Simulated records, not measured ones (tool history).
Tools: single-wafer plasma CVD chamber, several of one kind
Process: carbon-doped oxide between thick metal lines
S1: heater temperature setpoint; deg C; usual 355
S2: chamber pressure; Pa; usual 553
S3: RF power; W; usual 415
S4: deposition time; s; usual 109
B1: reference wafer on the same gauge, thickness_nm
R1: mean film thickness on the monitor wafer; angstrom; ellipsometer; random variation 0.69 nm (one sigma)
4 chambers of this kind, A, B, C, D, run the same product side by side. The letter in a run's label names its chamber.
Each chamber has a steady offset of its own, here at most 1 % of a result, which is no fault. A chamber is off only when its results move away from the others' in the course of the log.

run     day   S1   S2   S3   S4      B1      R1
 1A   0.333  355  553  415  109  425.07  4636.9
 2B   0.879  355  553  415  109  424.82  4663.9
 3C   1.458  355  553  415  109  424.82  4681.8
 4D   1.808  355  553  415  109  424.96  4643.8
 5A   2.258  355  553  415  109  424.66  4646.1
 6C   2.729  345  553  415  109  424.68  4794.3
 7D   3.104  345  553  415  109   424.5  4760.3
 8B   3.779  345  553  415  109  424.33  4774.3
 9D   4.271  345  553  415  109  424.13  4757.7
10A     4.6  355  553  415  109  424.19  4623.3
11C   5.204  345  553  415  130  424.16  5719.1
12B   5.821  345  553  415  130  423.95  5678.3
      6.108  -- chamber C: RF generator calibrated
13C   6.183  345  553  415  130  423.88    5701
14A   6.483  345  553  415  130  423.92    5664
15D   6.854  355  553  415  109  423.94  4623.5
      7.075  -- chamber D: RF generator calibrated
16B   7.267  355  553  415  109  423.83  4653.4
17C   7.804  355  553  415  109  423.89  4665.3
18A   8.196  355  553  415  109  423.78  4626.9
19B   8.812  355  553  415  109  423.41  4646.1
20D   9.275  355  553  415  109  423.68  4637.7
21D   9.896  355  553  415  109  423.33    4628
22B  10.221  355  553  415  109  423.36  4654.2
23C  10.812  355  553  415  109  423.24  4670.7
24A  11.375  355  553  415  109   423.3  4627.4
25C  11.742  355  553  415  109  423.12  4655.5
26D  12.167  355  553  415  109  422.99  4637.5
27B  12.546  355  553  415  109  423.13  4643.8
28A  13.079  355  553  415  109  423.04    4618
29A  13.429  355  553  415  109  422.83  4625.3
30B  13.762  355  553  415  109  422.82  4645.6
      13.85  -- chamber D: thermocouple changed; heater temperature recalibrated
31D  14.138  355  553  415  109  422.68  4615.5
32C  14.671  355  553  415  109  422.62  4644.9
33A  15.067  355  553  415  109  422.54  4621.2
34D  15.475  355  553  415  109  422.59  4622.3
35C  16.029  355  553  415  109  422.48  4645.3

All 4 chambers run these settings next. Forecast each chamber's results:
36A  16.512  355  553  415  109       ?
36B  16.512  355  553  415  109       ?
36C  16.512  355  553  415  109       ?
36D  16.512  355  553  415  109       ?

run      R1
36A  4610.2
36B  4625.4
36C  4631.6
36D  4602.1
